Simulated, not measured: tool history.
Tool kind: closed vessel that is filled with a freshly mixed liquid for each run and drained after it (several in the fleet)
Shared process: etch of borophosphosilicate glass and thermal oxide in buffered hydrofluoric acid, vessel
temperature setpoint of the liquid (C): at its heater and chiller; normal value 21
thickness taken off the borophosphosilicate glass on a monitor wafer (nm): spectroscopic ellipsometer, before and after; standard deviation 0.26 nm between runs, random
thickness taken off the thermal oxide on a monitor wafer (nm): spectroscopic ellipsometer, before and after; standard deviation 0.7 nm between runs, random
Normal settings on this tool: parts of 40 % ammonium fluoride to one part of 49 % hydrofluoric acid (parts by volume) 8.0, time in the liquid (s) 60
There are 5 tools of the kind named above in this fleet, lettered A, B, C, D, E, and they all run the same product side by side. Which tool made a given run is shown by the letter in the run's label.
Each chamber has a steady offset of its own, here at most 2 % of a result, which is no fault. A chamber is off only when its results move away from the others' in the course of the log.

run     day  temperature setpoint of the liquid (C)  parts of 40 % ammonium fluoride to one part of 49 % hydrofluoric acid (parts by volume)  time in the liquid (s)  hours since the thermometer was replaced  hours since the hydrofluoric acid flow meter was replaced  read-back film thickness of the borophosphosilicate glass reference wafer, read on the same gauge (nm)  read-back film thickness of the thermal oxide reference wafer, read on the same gauge (nm)  thickness taken off the borophosphosilicate glass on a monitor wafer (nm)  thickness taken off the thermal oxide on a monitor wafer (nm)
 1D   0.433                                      21                                                                                      8.0                      60                                     776.9                                                      158.5                                                                                                  120.00                                                                                      119.98                                                                     77.812                                                         71.337
 2B   0.667                                      21                                                                                      8.0                      60                                    1471.9                                                     1017.3                                                                                                  120.02                                                                                      119.99                                                                     76.927                                                         70.143
 3A   0.992                                      21                                                                                      8.0                      60                                     749.4                                                      338.9                                                                                                  120.00                                                                                      120.01                                                                     77.509                                                         72.379
 4C   1.404                                      21                                                                                      8.0                      60                                     204.8                                                      182.1                                                                                                  120.02                                                                                      119.99                                                                     76.672                                                         69.904
 5E   1.754                                      21                                                                                      8.0                      60                                      72.3                                                      393.1                                                                                                  119.98                                                                                      120.01                                                                     76.948                                                         71.007
 6A   2.008                                      21                                                                                      8.0                      60                                     773.8                                                      363.3                                                                                                  119.99                                                                                      120.00                                                                     77.805                                                         72.808
 7B   2.275                                      21                                                                                      8.0                      60                                    1510.5                                                     1055.9                                                                                                  120.03                                                                                      120.05                                                                     77.267                                                         70.941
 8D   2.696                                      21                                                                                      8.0                      60                                     831.2                                                      212.8                                                                                                  120.01                                                                                      120.00                                                                     77.453                                                         71.983
 9E   3.129                                      21                                                                                      8.0                      60                                     105.3                                                      426.1                                                                                                  119.99                                                                                      120.02                                                                     76.930                                                         70.259
10C   3.462                                      21                                                                                      8.0                      60                                     254.2                                                      231.5                                                                                                  120.00                                                                                      120.01                                                                     77.148                                                         70.325
11C   3.833                                      21                                                                                      8.0                      60                                     263.1                                                      240.4                                                                                                  120.00                                                                                      120.01                                                                     76.637                                                         70.639
12A   4.071                                      21                                                                                      8.0                      60                                     823.3                                                      412.8                                                                                                  120.03                                                                                      120.02                                                                     77.549                                                         72.378
13E   4.442                                      25                                                                                      9.5                      60                                     136.8                                                      457.6                                                                                                  120.00                                                                                      119.97                                                                     80.586                                                         74.734
14B   4.746                                      25                                                                                      9.5                      60                                    1569.8                                                     1115.2                                                                                                  120.00                                                                                      120.03                                                                     81.416                                                         75.948
15D   4.992                                      25                                                                                      9.5                      60                                     886.3                                                      267.9                                                                                                  120.00                                                                                      120.01                                                                     81.579                                                         76.335
16A   5.229                                      25                                                                                      9.5                      60                                     851.1                                                      440.6                                                                                                  120.01                                                                                      119.99                                                                     82.175                                                         77.288
17E   5.662                                      25                                                                                      9.5                      60                                     166.1                                                      486.9                                                                                                  120.02                                                                                      120.04                                                                     80.542                                                         75.439
18B   6.029                                      21                                                                                      8.0                      60                                    1600.6                                                     1146.0                                                                                                  120.00                                                                                      120.02                                                                     77.063                                                         70.151
19D   6.271                                      21                                                                                      6.0                      35                                     917.0                                                      298.6                                                                                                  119.99                                                                                      120.01                                                                     60.578                                                         55.084
20C   6.688                                      21                                                                                      6.0                      35                                     331.6                                                      308.9                                                                                                  119.98                                                                                      120.03                                                                     59.502                                                         54.437
21D   7.100                                      21                                                                                      6.0                      35                                     936.9                                                      318.5                                                                                                  120.03                                                                                      119.98                                                                     60.040                                                         55.236
22B   7.367                                      21                                                                                      6.0                      35                                    1632.7                                                     1178.1                                                                                                  120.00                                                                                      120.01                                                                     59.772                                                         54.555
23A   7.833                                      21                                                                                      6.0                      35                                     913.6                                                      503.1                                                                                                  120.01                                                                                      119.96                                                                     59.506                                                         56.043
24E   8.167                                      21                                                                                      8.0                      60                                     226.2                                                      547.0                                                                                                  120.02                                                                                      120.01                                                                     76.857                                                         70.591
25C   8.546                                      21                                                                                      8.0                      60                                     376.2                                                      353.5                                                                                                  120.00                                                                                      120.01                                                                     76.555                                                         70.085
26C   8.875                                      21                                                                                      8.0                      60                                     384.1                                                      361.4                                                                                                  120.00                                                                                      119.98                                                                     76.754                                                         70.650
27E   9.088                                      21                                                                                      8.0                      60                                     248.3                                                      569.1                                                                                                  119.99                                                                                      119.98                                                                     76.936                                                         71.013
28D   9.342                                      21                                                                                      8.0                      60                                     990.7                                                      372.3                                                                                                  119.98                                                                                      120.02                                                                     77.527                                                         71.935
29A   9.775                                      21                                                                                      8.0                      60                                     960.2                                                      549.7                                                                                                  120.00                                                                                      119.97                                                                     77.107                                                         74.047
30B  10.129                                      21                                                                                      5.5                      60                                    1699.0                                                     1244.4                                                                                                  120.01                                                                                      120.05                                                                    109.450                                                         99.773
31E  10.408                                      21                                                                                      5.5                      60                                     280.0                                                      600.8                                                                                                  120.02                                                                                      120.01                                                                    110.040                                                        102.790
32B  10.662                                      21                                                                                      5.5                      60                                    1711.8                                                     1257.2                                                                                                  119.99                                                                                      120.04                                                                    110.230                                                        100.110
33C  10.904                                      21                                                                                      5.5                      60                                     432.8                                                      410.1                                                                                                  119.99                                                                                      120.08                                                                    109.640                                                        100.580
34D  11.358                                      21                                                                                      5.5                      60                                    1039.1                                                      420.7                                                                                                  120.01                                                                                      119.97                                                                    111.170                                                        101.150
35A  11.642                                      21                                                                                      8.0                      60                                    1005.0                                                      594.5                                                                                                  120.02                                                                                      120.03                                                                     77.576                                                         73.084
36C  11.950                                      21                                                                                      8.0                      60                                     457.9                                                      435.2                                                                                                  119.99                                                                                      120.04                                                                     76.831                                                         70.159
37A  12.288                                      21                                                                                      8.0                      60                                    1020.5                                                      610.0                                                                                                  120.00                                                                                      119.99                                                                     77.395                                                         71.410

The same settings go to every chamber for the next run, one line per chamber below. Forecast the results for each:
38A  12.638                                      21                                                                                      8.0                      85                                                                                                                                                                                                                                                                                                                                                                                   ?                                                              ?
38B  12.638                                      21                                                                                      8.0                      85                                                                                                                                                                                                                                                                                                                                                                                   ?                                                              ?
38C  12.638                                      21                                                                                      8.0                      85                                                                                                                                                                                                                                                                                                                                                                                   ?                                                              ?
38D  12.638                                      21                                                                                      8.0                      85                                                                                                                                                                                                                                                                                                                                                                                   ?                                                              ?
38E  12.638                                      21                                                                                      8.0                      85                                                                                                                                                                                                                                                                                                                                                                                   ?                                                              ?

run  thickness taken off the borophosphosilicate glass on a monitor wafer (nm)  thickness taken off the thermal oxide on a monitor wafer (nm)
38A                                                                    109.900                                                        102.980
38B                                                                    109.590                                                        103.250
38C                                                                    108.850                                                         98.936
38D                                                                    109.100                                                        101.590
38E                                                                    108.730                                                        100.430
